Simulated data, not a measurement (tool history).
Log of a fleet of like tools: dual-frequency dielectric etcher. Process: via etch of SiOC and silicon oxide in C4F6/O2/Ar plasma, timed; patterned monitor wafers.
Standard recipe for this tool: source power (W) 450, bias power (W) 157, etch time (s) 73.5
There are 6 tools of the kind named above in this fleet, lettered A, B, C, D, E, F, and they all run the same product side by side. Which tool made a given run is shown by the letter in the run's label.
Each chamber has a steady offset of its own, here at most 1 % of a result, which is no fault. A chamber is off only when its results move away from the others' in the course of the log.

| run | hour | source power (W) | bias power (W) | etch time (s) | read-back reference wafer on the same gauge, depth_nm | mean etch depth across the wafer (angstrom) |
|---|---|---|---|---|---|---|
| 1D | 4.4 | 450 | 157 | 73.5 | 98.121 | 832.33 |
| 2C | 8 | 450 | 157 | 73.5 | 98.135 | 829.8 |
| 3F | 11.3 | 450 | 157 | 73.5 | 98.227 | 829.88 |
| 4E | 16.4 | 450 | 157 | 73.5 | 98.196 | 827.61 |
| 5A | 20.9 | 380 | 125 | 73.5 | 98.197 | 728.82 |
| 6B | 25.9 | 380 | 125 | 73.5 | 98.222 | 724.41 |
| 7C | 29.1 | 380 | 125 | 73.5 | 98.115 | 726.51 |
| 8A | 31.6 | 380 | 125 | 73.5 | 98.136 | 730.99 |
| 9E | 35.2 | 380 | 125 | 73.5 | 98.204 | 724.48 |
| 10D | 39.5 | 380 | 125 | 73.5 | 98.231 | 725.1 |
| 11B | 44.4 | 450 | 157 | 73.5 | 98.231 | 830.35 |
|  | 47 | chamber C: wet clean of the chamber |
| 12F | 48.9 | 450 | 157 | 59 | 98.156 | 668.35 |
| 13B | 52.1 | 450 | 157 | 59 | 98.187 | 662.89 |
|  | 56.6 | chamber A: source power generator calibrated |
| 14E | 57.4 | 450 | 157 | 59 | 98.136 | 665.72 |
| 15F | 62.3 | 450 | 157 | 59 | 98.216 | 664.59 |
| 16C | 64.7 | 450 | 157 | 59 | 98.188 | 666.59 |
| 17A | 68.1 | 450 | 157 | 59 | 98.156 | 670.91 |
| 18D | 72 | 450 | 157 | 73.5 | 98.277 | 827 |
| 19D | 74.3 | 450 | 157 | 73.5 | 98.16 | 824.62 |
| 20E | 78.2 | 450 | 157 | 73.5 | 98.233 | 831.37 |
| 21C | 81.6 | 450 | 157 | 73.5 | 98.17 | 828.88 |
| 22B | 85.1 | 450 | 157 | 89.5 | 98.238 | 1010 |
| 23A | 88 | 450 | 157 | 89.5 | 98.273 | 1018.1 |
| 24F | 93.1 | 450 | 157 | 89.5 | 98.103 | 1016.7 |
|  | 96 | chamber B: wet clean of the chamber |
| 25A | 98 | 450 | 157 | 89.5 | 98.192 | 1022 |
| 26C | 100.7 | 450 | 157 | 89.5 | 98.224 | 1008.7 |
| 27F | 105.3 | 450 | 157 | 89.5 | 98.169 | 1013.1 |
| 28B | 109.4 | 540 | 157 | 94.5 | 98.139 | 1142.6 |
| 29D | 114.3 | 540 | 157 | 94.5 | 98.258 | 1128.7 |
|  | 114.9 | chamber F: bias power generator calibrated |
| 30E | 117.2 | 540 | 157 | 94.5 | 98.135 | 1147 |
| 31C | 121.8 | 540 | 157 | 94.5 | 98.19 | 1140 |
| 32F | 126 | 540 | 157 | 94.5 | 98.225 | 1152.5 |
| 33E | 130.9 | 540 | 157 | 94.5 | 98.212 | 1154.1 |
| 34A | 135.8 | 370 | 157 | 57.5 | 98.187 | 608 |
| 35B | 140.6 | 370 | 157 | 57.5 | 98.222 | 604.97 |
| 36D | 145.5 | 370 | 157 | 57.5 | 98.13 | 588.66 |
| 37A | 149.2 | 370 | 157 | 57.5 | 98.22 | 603.96 |
| 38B | 152.8 | 370 | 157 | 57.5 | 98.12 | 604.76 |

For the next run the whole fleet of 6 chambers uses the same settings. Give each chamber's results:
| 39A | 156.7 | 520 | 157 | 73.5 |  | ? |
| 39B | 156.7 | 520 | 157 | 73.5 |  | ? |
| 39C | 156.7 | 520 | 157 | 73.5 |  | ? |
| 39D | 156.7 | 520 | 157 | 73.5 |  | ? |
| 39E | 156.7 | 520 | 157 | 73.5 |  | ? |
| 39F | 156.7 | 520 | 157 | 73.5 |  | ? |

| run | mean etch depth across the wafer (angstrom) |
|---|---|
| 39A | 875.83 |
| 39B | 878.33 |
| 39C | 875.54 |
| 39D | 857.84 |
| 39E | 880.1 |
| 39F | 877.58 |
